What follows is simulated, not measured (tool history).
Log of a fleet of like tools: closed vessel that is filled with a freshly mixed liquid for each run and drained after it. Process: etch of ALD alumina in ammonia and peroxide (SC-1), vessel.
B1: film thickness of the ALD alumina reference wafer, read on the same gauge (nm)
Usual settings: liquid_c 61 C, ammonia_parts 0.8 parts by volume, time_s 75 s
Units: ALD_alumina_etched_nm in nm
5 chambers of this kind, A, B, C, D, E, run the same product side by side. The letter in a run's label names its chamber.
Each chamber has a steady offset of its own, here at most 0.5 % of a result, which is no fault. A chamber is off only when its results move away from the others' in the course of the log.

{"run": "1A", "hour": 7.9, "liquid_c": 61, "ammonia_parts": 0.8, "time_s": 75, "B1": 40.002, "ALD_alumina_etched_nm": 4.2128}
{"run": "2B", "hour": 16.1, "liquid_c": 61, "ammonia_parts": 0.8, "time_s": 75, "B1": 40.002, "ALD_alumina_etched_nm": 4.2227}
{"run": "3E", "hour": 23.2, "liquid_c": 61, "ammonia_parts": 0.8, "time_s": 75, "B1": 40.027, "ALD_alumina_etched_nm": 4.2574}
{"run": "4C", "hour": 33.3, "liquid_c": 61, "ammonia_parts": 0.8, "time_s": 75, "B1": 40.015, "ALD_alumina_etched_nm": 4.1347}
{"run": "5D", "hour": 40.2, "liquid_c": 61, "ammonia_parts": 0.8, "time_s": 75, "B1": 40, "ALD_alumina_etched_nm": 4.2095}
{"run": "6B", "hour": 52.9, "liquid_c": 61, "ammonia_parts": 0.8, "time_s": 75, "B1": 39.99, "ALD_alumina_etched_nm": 4.1544}
{"hour": 59.0, "done": "chamber C: new drum of ammonia solution connected"}
{"run": "7E", "hour": 61.6, "liquid_c": 61, "ammonia_parts": 0.8, "time_s": 75, "B1": 40.002, "ALD_alumina_etched_nm": 4.2868}
{"run": "8A", "hour": 73.0, "liquid_c": 61, "ammonia_parts": 0.8, "time_s": 75, "B1": 39.997, "ALD_alumina_etched_nm": 4.191}
{"run": "9D", "hour": 85.3, "liquid_c": 61, "ammonia_parts": 0.8, "time_s": 75, "B1": 39.983, "ALD_alumina_etched_nm": 4.2643}
{"run": "10C", "hour": 92.6, "liquid_c": 61, "ammonia_parts": 0.8, "time_s": 75, "B1": 39.958, "ALD_alumina_etched_nm": 4.2298}
{"hour": 98.8, "done": "chamber D: ammonia flow meter replaced"}
{"run": "11B", "hour": 103.4, "liquid_c": 67, "ammonia_parts": 1.1, "time_s": 75, "B1": 40.023, "ALD_alumina_etched_nm": 5.8764}
{"run": "12C", "hour": 113.0, "liquid_c": 67, "ammonia_parts": 1.1, "time_s": 75, "B1": 40.007, "ALD_alumina_etched_nm": 5.762}
{"run": "13D", "hour": 121.2, "liquid_c": 67, "ammonia_parts": 1.1, "time_s": 75, "B1": 40.024, "ALD_alumina_etched_nm": 5.9549}
{"run": "14E", "hour": 136.2, "liquid_c": 67, "ammonia_parts": 1.1, "time_s": 75, "B1": 39.965, "ALD_alumina_etched_nm": 5.7964}
{"run": "15A", "hour": 149.0, "liquid_c": 67, "ammonia_parts": 1.1, "time_s": 75, "B1": 39.995, "ALD_alumina_etched_nm": 5.8953}
{"hour": 151.9, "done": "chamber D: new drum of ammonia solution connected"}
{"run": "16B", "hour": 159.2, "liquid_c": 61, "ammonia_parts": 0.8, "time_s": 75, "B1": 40.004, "ALD_alumina_etched_nm": 4.1642}
{"run": "17D", "hour": 171.3, "liquid_c": 61, "ammonia_parts": 0.8, "time_s": 75, "B1": 40.008, "ALD_alumina_etched_nm": 4.2084}
{"run": "18A", "hour": 185.1, "liquid_c": 61, "ammonia_parts": 0.8, "time_s": 75, "B1": 39.994, "ALD_alumina_etched_nm": 4.1785}
{"run": "19C", "hour": 192.2, "liquid_c": 65.5, "ammonia_parts": 0.95, "time_s": 75, "B1": 40.001, "ALD_alumina_etched_nm": 5.4104}
{"run": "20E", "hour": 202.1, "liquid_c": 65.5, "ammonia_parts": 0.95, "time_s": 75, "B1": 40.012, "ALD_alumina_etched_nm": 5.3785}
{"run": "21D", "hour": 211.3, "liquid_c": 65.5, "ammonia_parts": 0.95, "time_s": 75, "B1": 40.008, "ALD_alumina_etched_nm": 5.3501}
{"run": "22A", "hour": 223.1, "liquid_c": 65.5, "ammonia_parts": 0.95, "time_s": 75, "B1": 40.003, "ALD_alumina_etched_nm": 5.3529}
{"hour": 226.5, "done": "chamber B: new drum of ammonia solution connected"}
{"run": "23B", "hour": 234.7, "liquid_c": 65.5, "ammonia_parts": 0.95, "time_s": 75, "B1": 40, "ALD_alumina_etched_nm": 5.3497}
{"run": "24C", "hour": 243.2, "liquid_c": 61, "ammonia_parts": 0.8, "time_s": 75, "B1": 39.984, "ALD_alumina_etched_nm": 4.1447}
{"run": "25E", "hour": 257.3, "liquid_c": 61, "ammonia_parts": 1.1, "time_s": 100, "B1": 40.008, "ALD_alumina_etched_nm": 5.6536}
{"run": "26A", "hour": 264.7, "liquid_c": 61, "ammonia_parts": 1.1, "time_s": 100, "B1": 39.976, "ALD_alumina_etched_nm": 5.7892}
{"run": "27D", "hour": 271.8, "liquid_c": 61, "ammonia_parts": 1.1, "time_s": 100, "B1": 39.988, "ALD_alumina_etched_nm": 5.8028}
{"run": "28E", "hour": 280.8, "liquid_c": 61, "ammonia_parts": 1.1, "time_s": 100, "B1": 39.954, "ALD_alumina_etched_nm": 5.695}
{"run": "29C", "hour": 292.0, "liquid_c": 61, "ammonia_parts": 1.1, "time_s": 100, "B1": 39.997, "ALD_alumina_etched_nm": 5.8155}
{"run": "30B", "hour": 301.8, "liquid_c": 61, "ammonia_parts": 0.8, "time_s": 75, "B1": 39.978, "ALD_alumina_etched_nm": 4.2253}
{"run": "31C", "hour": 313.2, "liquid_c": 61, "ammonia_parts": 0.8, "time_s": 75, "B1": 40.02, "ALD_alumina_etched_nm": 4.2208}
{"run": "32E", "hour": 326.3, "liquid_c": 61, "ammonia_parts": 0.8, "time_s": 75, "B1": 40.004, "ALD_alumina_etched_nm": 4.1685}
{"run": "33B", "hour": 338.9, "liquid_c": 61, "ammonia_parts": 0.8, "time_s": 75, "B1": 40.009, "ALD_alumina_etched_nm": 4.1215}
{"run": "34D", "hour": 352.6, "liquid_c": 61, "ammonia_parts": 0.8, "time_s": 75, "B1": 39.975, "ALD_alumina_etched_nm": 4.2413}
{"run": "35A", "hour": 365.8, "liquid_c": 53, "ammonia_parts": 1, "time_s": 75, "B1": 40, "ALD_alumina_etched_nm": 2.8714}
{"run": "36C", "hour": 378.3, "liquid_c": 53, "ammonia_parts": 1, "time_s": 75, "B1": 39.976, "ALD_alumina_etched_nm": 2.8335}
{"run": "37B", "hour": 390.1, "liquid_c": 53, "ammonia_parts": 1, "time_s": 75, "B1": 39.999, "ALD_alumina_etched_nm": 2.8244}
{"run": "38A", "hour": 398.9, "liquid_c": 53, "ammonia_parts": 1, "time_s": 75, "B1": 39.989, "ALD_alumina_etched_nm": 2.7724}
{"run": "39E", "hour": 407.1, "liquid_c": 53, "ammonia_parts": 1, "time_s": 75, "B1": 39.993, "ALD_alumina_etched_nm": 2.8698}
{"run": "40D", "hour": 414.9, "liquid_c": 61, "ammonia_parts": 0.8, "time_s": 75, "B1": 39.973, "ALD_alumina_etched_nm": 4.2636}
{"run": "41B", "hour": 426.2, "liquid_c": 61, "ammonia_parts": 0.8, "time_s": 75, "B1": 39.967, "ALD_alumina_etched_nm": 4.1028}
{"run": "42E", "hour": 441.2, "liquid_c": 61, "ammonia_parts": 0.8, "time_s": 45, "B1": 39.99, "ALD_alumina_etched_nm": 2.4749}
{"run": "43D", "hour": 451.2, "liquid_c": 61, "ammonia_parts": 0.8, "time_s": 45, "B1": 39.984, "ALD_alumina_etched_nm": 2.5065}
{"run": "44C", "hour": 459.6, "liquid_c": 61, "ammonia_parts": 0.8, "time_s": 45, "B1": 39.997, "ALD_alumina_etched_nm": 2.5277}

What goes on in this fleet: one chamber off, a drifting gauge, or nothing beyond the chambers' own small offsets? Name the chamber and the cause, if any.

No chamber stands off beyond its own small offset, and the gauge holds steady.

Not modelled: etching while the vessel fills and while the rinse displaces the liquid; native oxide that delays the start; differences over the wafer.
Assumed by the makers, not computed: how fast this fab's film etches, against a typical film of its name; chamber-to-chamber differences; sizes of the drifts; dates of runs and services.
